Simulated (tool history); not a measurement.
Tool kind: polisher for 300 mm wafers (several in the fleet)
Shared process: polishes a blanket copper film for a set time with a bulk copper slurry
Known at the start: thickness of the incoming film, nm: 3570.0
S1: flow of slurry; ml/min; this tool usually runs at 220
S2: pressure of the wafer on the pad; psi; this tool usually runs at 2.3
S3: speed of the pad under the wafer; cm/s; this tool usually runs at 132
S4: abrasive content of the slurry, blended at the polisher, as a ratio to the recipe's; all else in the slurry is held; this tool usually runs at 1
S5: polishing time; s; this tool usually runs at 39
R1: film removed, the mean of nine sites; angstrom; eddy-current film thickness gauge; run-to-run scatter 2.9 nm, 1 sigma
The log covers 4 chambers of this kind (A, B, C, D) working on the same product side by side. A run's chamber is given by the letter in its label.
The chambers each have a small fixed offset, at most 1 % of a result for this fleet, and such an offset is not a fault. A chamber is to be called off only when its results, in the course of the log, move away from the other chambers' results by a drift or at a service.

run,hour,S1,S2,S3,S4,S5,R1
# hour 1.9: chamber B: worn pad replaced by a new one
1B,3.6,220,2.3,132,1,39,3336.2
2A,7.1,220,2.3,132,1,39,3251.4
3C,13.2,220,2.3,132,1,39,3256.4
4D,18.5,220,2.3,132,1,39,3283.7
5C,24.7,220,2.3,132,1,39,3312.3
# hour 29.3: chamber D: slurry blender recalibrated
6A,31.1,220,2.3,132,1,39,3295.8
7B,35.2,220,2.3,132,1,39,3280.6
8D,38.2,220,2.3,170,1,39,4275.6
# hour 39.2: chamber C: worn pad replaced by a new one
9D,43.6,220,2.3,170,1,39,4252
# hour 45.5: chamber A: worn pad replaced by a new one
# hour 47.3: chamber D: worn pad replaced by a new one
# hour 48.2: chamber A: slurry nozzle cleaned
10B,49.9,220,2.3,170,1,39,4257.7
11A,54.8,220,2.3,170,1,39,4181.3
12C,59.4,220,2.3,132,1,39,3232.6
# hour 62.4: chamber B: slurry blender recalibrated
13D,64.2,220,2.3,132,1,39,3320.7
14C,69.9,220,2.3,132,1,39,3323.5
# hour 72.2: chamber B: slurry nozzle cleaned
15B,73.7,220,2.3,132,1,39,3266.4
# hour 77: chamber B: head pressure recalibrated
16A,77.5,220,2.3,132,1,39,3255.5
17C,82,220,2.3,132,1,39,3301.4
# hour 82.1: chamber A: worn pad replaced by a new one
# hour 86.2: chamber B: worn pad replaced by a new one
18B,87.7,220,2.3,132,1,39,3632.7
19A,93.1,220,2.3,132,1,39,3352.6
20D,96.1,220,2.3,132,1,39,3338
21A,100.8,220,2.3,132,1,39,3312.1
# hour 105.1: chamber C: worn pad replaced by a new one
22B,105.9,220,2.3,132,1,39,3648.9
# hour 107.2: chamber D: worn pad replaced by a new one
23D,108.7,220,2.3,132,1,39,3300.1
24C,114.4,220,2.3,132,1,39,3199.5
# hour 117.5: chamber A: worn pad replaced by a new one
25A,119.5,220,2.3,132,1,39,3291.9
26C,125.5,220,2.3,132,1,39,3269
27B,129,220,2.3,132,1,39,3626.6
28D,133,220,2.3,132,1,39,3265.7
# hour 134.1: chamber D: slurry nozzle cleaned
29D,138.6,220,2.3,132,1,39,3308.1
30A,142.4,220,2.3,132,1,39,3270.1
31B,147.9,220,2.3,132,1,39,3576.7
# hour 148.1: chamber D: slurry blender recalibrated
32C,151.7,220,2.3,132,1,39,3250.2
33C,154.5,220,2.3,100,1.15,39,2593.7
# hour 156.8: chamber D: worn pad replaced by a new one
34B,157.4,220,2.3,100,1.15,39,2855.4
# hour 157.5: chamber A: worn pad replaced by a new one
# hour 160.3: chamber C: worn pad replaced by a new one
35D,163.4,220,2.3,100,1.15,39,2601.6
36A,168.7,220,2.3,100,1.15,39,2535.5
# hour 170.6: chamber C: slurry blender recalibrated
37A,174.1,220,2.3,132,1,39,3253.8
# hour 176.9: chamber B: worn pad replaced by a new one
38B,179.6,220,2.3,132,1.2,39,3736.6
39C,185.1,220,2.3,132,1.2,39,3377.2
# hour 186.5: chamber A: slurry blender recalibrated
40D,190.5,220,2.3,132,1.2,39,3443.1
41B,195.1,220,2.3,132,1.2,39,3733.2
42C,198.9,220,2.3,132,1,39,3320.3
# hour 201.3: chamber A: worn pad replaced by a new one
43A,202.3,220,2.3,132,1,39,3291.3
44D,206.3,220,1.7,132,0.85,39,2380.4

Predict what each chamber gives when all 4 of them run the settings below next.
45A,211,220,2.3,132,1.1,39,?
45B,211,220,2.3,132,1.1,39,?
45C,211,220,2.3,132,1.1,39,?
45D,211,220,2.3,132,1.1,39,?

run,R1
45A,3336.8
45B,3644.4
45C,3310.2
45D,3408.9
